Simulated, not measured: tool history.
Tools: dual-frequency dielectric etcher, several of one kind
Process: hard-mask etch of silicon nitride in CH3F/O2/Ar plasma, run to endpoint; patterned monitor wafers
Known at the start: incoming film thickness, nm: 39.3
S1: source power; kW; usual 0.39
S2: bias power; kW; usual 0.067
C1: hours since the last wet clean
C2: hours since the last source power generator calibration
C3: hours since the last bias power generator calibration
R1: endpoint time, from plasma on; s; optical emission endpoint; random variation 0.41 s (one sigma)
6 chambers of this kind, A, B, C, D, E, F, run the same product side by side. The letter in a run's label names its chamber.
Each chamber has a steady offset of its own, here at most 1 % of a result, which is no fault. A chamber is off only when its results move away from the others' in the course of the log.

run	hour	S1	S2	C1	C2	C3	R1
1F	7	0.39	0.067	203.9	2238	1442.6	59.342
2D	17	0.39	0.067	88.5	1180.8	2249.9	58.834
3E	26.3	0.39	0.067	522.8	3582	5127.6	59.163
4B	34.8	0.39	0.067	274.3	256	655	58.52
5A	48.8	0.39	0.067	375.3	2666.8	810.3	59.363
6C	58.7	0.39	0.067	400.3	1683.7	708.3	58.019
7C	66	0.39	0.067	407.6	1691	715.6	58.051
8A	75.8	0.39	0.067	402.3	2693.8	837.3	59.403
9E	82.9	0.39	0.067	579.4	3638.6	5184.2	60.162
# hour 90: chamber C: wet clean of the chamber
# hour 91.3: chamber E: wet clean of the chamber
10B	95	0.39	0.067	334.5	316.2	715.2	59.076
11F	105.1	0.39	0.067	302	2336.1	1540.7	59.247
12D	113.1	0.39	0.067	184.6	1276.9	2346	58.352
13D	126.3	0.39	0.067	197.8	1290.1	2359.2	58.554
14F	135.7	0.39	0.067	332.6	2366.7	1571.3	59.221
# hour 146.1: chamber F: wet clean of the chamber
15C	146.9	0.39	0.067	57	1771.9	796.5	58.087
16B	158.5	0.39	0.067	398	379.7	778.7	58.787
17A	165.5	0.39	0.067	492	2783.5	927	59.043
18E	179	0.39	0.067	87.8	3734.7	5280.3	59.798
19A	193.9	0.39	0.067	520.4	2811.9	955.4	60.129
20E	201	0.39	0.067	109.8	3756.7	5302.3	59.999
21D	214	0.31	0.067	285.5	1377.8	2446.9	63.856
22F	223.5	0.31	0.067	77.5	2454.5	1659.1	65.014
23B	231.8	0.31	0.067	471.3	453	852	64.541
24C	245.5	0.31	0.067	155.6	1870.5	895.1	64.415
25C	257.8	0.31	0.067	167.9	1882.8	907.4	64.52
# hour 265: chamber E: bias power generator calibrated
26F	265.4	0.31	0.067	119.4	2496.4	1701	65.014
27D	274.5	0.39	0.067	346	1438.3	2507.4	59.841
28B	284	0.39	0.067	523.5	505.2	904.2	58.796
29A	292.2	0.39	0.067	618.7	2910.2	1053.7	60.432
30E	303.6	0.43	0.059	212.4	3859.3	38.7	59.81
31A	316.8	0.43	0.059	643.3	2934.8	1078.3	60.444
32C	325.1	0.43	0.059	235.2	1950.1	974.7	59.398
33F	337.1	0.43	0.059	191.1	2568.1	1772.7	59.623
# hour 342.1: chamber B: wet clean of the chamber
34D	343.6	0.43	0.059	415.1	1507.4	2576.5	58.637
35E	357.1	0.43	0.059	265.9	3912.8	92.2	59.62
36B	363.6	0.39	0.067	21.5	584.8	983.8	59.257
37B	374	0.39	0.067	31.9	595.2	994.2	58.82
38C	382.3	0.39	0.067	292.4	2007.3	1031.9	57.689

All 6 chambers run these settings next. Forecast each chamber's results:
39A	392.9	0.39	0.067				?
39B	392.9	0.39	0.067				?
39C	392.9	0.39	0.067				?
39D	392.9	0.39	0.067				?
39E	392.9	0.39	0.067				?
39F	392.9	0.39	0.067				?

run	R1
39A	61.718
39B	58.761
39C	57.896
39D	58.747
39E	59.585
39F	59.801
